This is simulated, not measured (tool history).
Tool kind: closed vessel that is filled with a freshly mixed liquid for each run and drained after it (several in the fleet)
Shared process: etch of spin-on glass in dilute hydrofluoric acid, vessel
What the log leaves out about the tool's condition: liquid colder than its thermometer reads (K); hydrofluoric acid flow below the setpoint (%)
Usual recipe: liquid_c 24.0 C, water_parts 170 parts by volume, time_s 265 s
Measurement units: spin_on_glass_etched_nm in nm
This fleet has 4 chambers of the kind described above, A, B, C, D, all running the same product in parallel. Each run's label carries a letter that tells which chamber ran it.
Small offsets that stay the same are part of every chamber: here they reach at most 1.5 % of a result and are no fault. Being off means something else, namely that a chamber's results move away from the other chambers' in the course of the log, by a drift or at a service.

| run | day | liquid_c | water_parts | time_s | hours since the thermometer was replaced | hours since the hydrofluoric acid flow meter was replaced | read-back film thickness of the spin-on glass reference wafer, read on the same gauge (nm) | spin_on_glass_etched_nm |
|---|---|---|---|---|---|---|---|---|
| 1B | 0.346 | 24.0 | 170 | 265 | 293.3 | 514.5 | 89.990 | 59.383 |
| 2C | 0.704 | 24.0 | 170 | 265 | 406.6 | 1308.2 | 90.075 | 60.084 |
| 3D | 1.083 | 24.0 | 170 | 265 | 1327.7 | 1464.1 | 89.940 | 60.127 |
| 4A | 1.429 | 24.0 | 170 | 265 | 866.1 | 1043.4 | 90.001 | 59.673 |
| 5D | 1.779 | 24.0 | 170 | 265 | 1344.4 | 1480.8 | 90.021 | 60.206 |
| 6A | 2.112 | 24.0 | 170 | 265 | 882.5 | 1059.8 | 89.975 | 60.317 |
| 7B | 2.462 | 24.0 | 170 | 265 | 344.1 | 565.3 | 90.040 | 59.100 |
| 8C | 2.850 | 24.0 | 170 | 265 | 458.1 | 1359.7 | 90.006 | 60.205 |
| 9D | 3.146 | 24.0 | 170 | 265 | 1377.2 | 1513.6 | 90.015 | 60.429 |
| 10A | 3.538 | 24.0 | 170 | 265 | 916.7 | 1094.0 | 90.034 | 59.853 |
| 11C | 3.712 | 24.0 | 170 | 265 | 478.8 | 1380.4 | 90.011 | 59.257 |
| 12B | 4.088 | 24.0 | 170 | 265 | 383.1 | 604.3 | 90.003 | 60.340 |
| 13C | 4.471 | 24.0 | 170 | 265 | 497.0 | 1398.6 | 89.955 | 60.302 |
| 14D | 4.717 | 24.0 | 170 | 265 | 1414.9 | 1551.3 | 90.011 | 59.049 |
|  | 4.888 | chamber D: thermometer replaced |
| 15B | 4.954 | 24.0 | 170 | 265 | 403.9 | 625.1 | 89.987 | 59.376 |
| 16A | 5.171 | 24.0 | 170 | 265 | 955.9 | 1133.2 | 89.948 | 58.644 |
| 17C | 5.450 | 24.0 | 170 | 265 | 520.5 | 1422.1 | 90.015 | 58.844 |
| 18B | 5.829 | 24.0 | 170 | 265 | 424.9 | 646.1 | 90.002 | 59.352 |
| 19A | 6.188 | 24.0 | 170 | 265 | 980.3 | 1157.6 | 89.983 | 58.763 |
|  | 6.204 | chamber A: hydrofluoric acid flow meter replaced |
| 20D | 6.362 | 24.0 | 125 | 265 | 35.5 | 1590.8 | 89.946 | 86.025 |
| 21A | 6.642 | 24.0 | 125 | 265 | 991.2 | 10.6 | 90.038 | 86.437 |
| 22D | 6.908 | 24.0 | 125 | 265 | 48.6 | 1603.9 | 89.994 | 85.377 |
| 23B | 7.133 | 24.0 | 125 | 265 | 456.2 | 677.4 | 89.981 | 84.223 |
| 24C | 7.492 | 24.0 | 170 | 265 | 569.5 | 1471.1 | 89.980 | 57.148 |
| 25A | 7.871 | 24.0 | 170 | 265 | 1020.7 | 40.1 | 89.992 | 58.868 |
| 26C | 8.221 | 24.0 | 210 | 265 | 587.0 | 1488.6 | 89.954 | 44.467 |
| 27D | 8.450 | 24.0 | 210 | 265 | 85.6 | 1640.9 | 89.989 | 46.833 |
| 28B | 8.696 | 24.0 | 210 | 265 | 493.7 | 714.9 | 90.024 | 45.358 |
| 29B | 8.871 | 24.0 | 210 | 265 | 497.9 | 719.1 | 90.018 | 46.549 |
| 30A | 9.129 | 24.0 | 170 | 265 | 1050.9 | 70.3 | 90.050 | 59.059 |
| 31D | 9.321 | 24.0 | 170 | 265 | 106.5 | 1661.8 | 89.988 | 60.568 |
| 32C | 9.562 | 24.0 | 170 | 265 | 619.2 | 1520.8 | 89.968 | 56.057 |
| 33D | 9.917 | 24.0 | 170 | 265 | 120.8 | 1676.1 | 89.948 | 59.542 |
| 34C | 10.183 | 24.0 | 170 | 265 | 634.1 | 1535.7 | 90.001 | 55.057 |
| 35B | 10.508 | 24.0 | 170 | 265 | 537.2 | 758.4 | 90.025 | 59.706 |
|  | 10.700 | chamber D: hydrofluoric acid flow meter replaced |
| 36A | 10.788 | 24.0 | 170 | 265 | 1090.7 | 110.1 | 90.008 | 60.169 |
| 37A | 11.046 | 24.0 | 170 | 265 | 1096.9 | 116.3 | 89.980 | 59.046 |
| 38B | 11.329 | 24.0 | 170 | 265 | 556.9 | 778.1 | 89.992 | 59.268 |
| 39C | 11.696 | 24.0 | 170 | 265 | 670.4 | 1572.0 | 90.026 | 53.593 |
| 40D | 11.871 | 20.5 | 170 | 265 | 167.7 | 28.1 | 90.032 | 52.170 |
| 41C | 12.246 | 20.5 | 170 | 265 | 683.6 | 1585.2 | 90.001 | 47.664 |
| 42B | 12.471 | 20.5 | 170 | 265 | 584.3 | 805.5 | 89.995 | 52.124 |
| 43D | 12.679 | 20.5 | 170 | 265 | 187.1 | 47.5 | 90.035 | 52.111 |

What goes on in this fleet: one chamber off, a drifting gauge, or nothing beyond the chambers' own small offsets? Name the chamber and the cause, if any.

Chamber C drifts away from the others.
Most likely cause: hydrofluoric acid flow below the setpoint (%) = 9.02.
The log may not separate it from: liquid colder than its thermometer reads (K).

Which of the 4 candidates below, each the usual settings with something changed and its results left as question marks, puts chamber C back in line with what the other chambers give on the usual settings?
In line here means within this much of the mean the other chambers give on the usual settings: spin_on_glass_etched_nm 1.900 nm
| 44C-1 | 12.958 | 24.0 | 175 | 260 |  |  |  | ? |
| 44C-2 | 12.958 | 24.0 | 165 | 270 |  |  |  | ? |
| 44C-3 | 12.958 | 24.0 | 170 | 235 |  |  |  | ? |
| 44C-4 | 12.958 | 24.0 | 155 | 265 |  |  |  | ? |

The other chambers' mean on the usual settings: spin_on_glass_etched_nm 59.467 nm
| run | spin_on_glass_etched_nm |
|---|---|
| 44C-1 | 50.474 |
| 44C-2 | 56.292 |
| 44C-3 | 47.257 |
| 44C-4 | 59.567 |
44C-4 puts the chamber back in line with the other chambers.
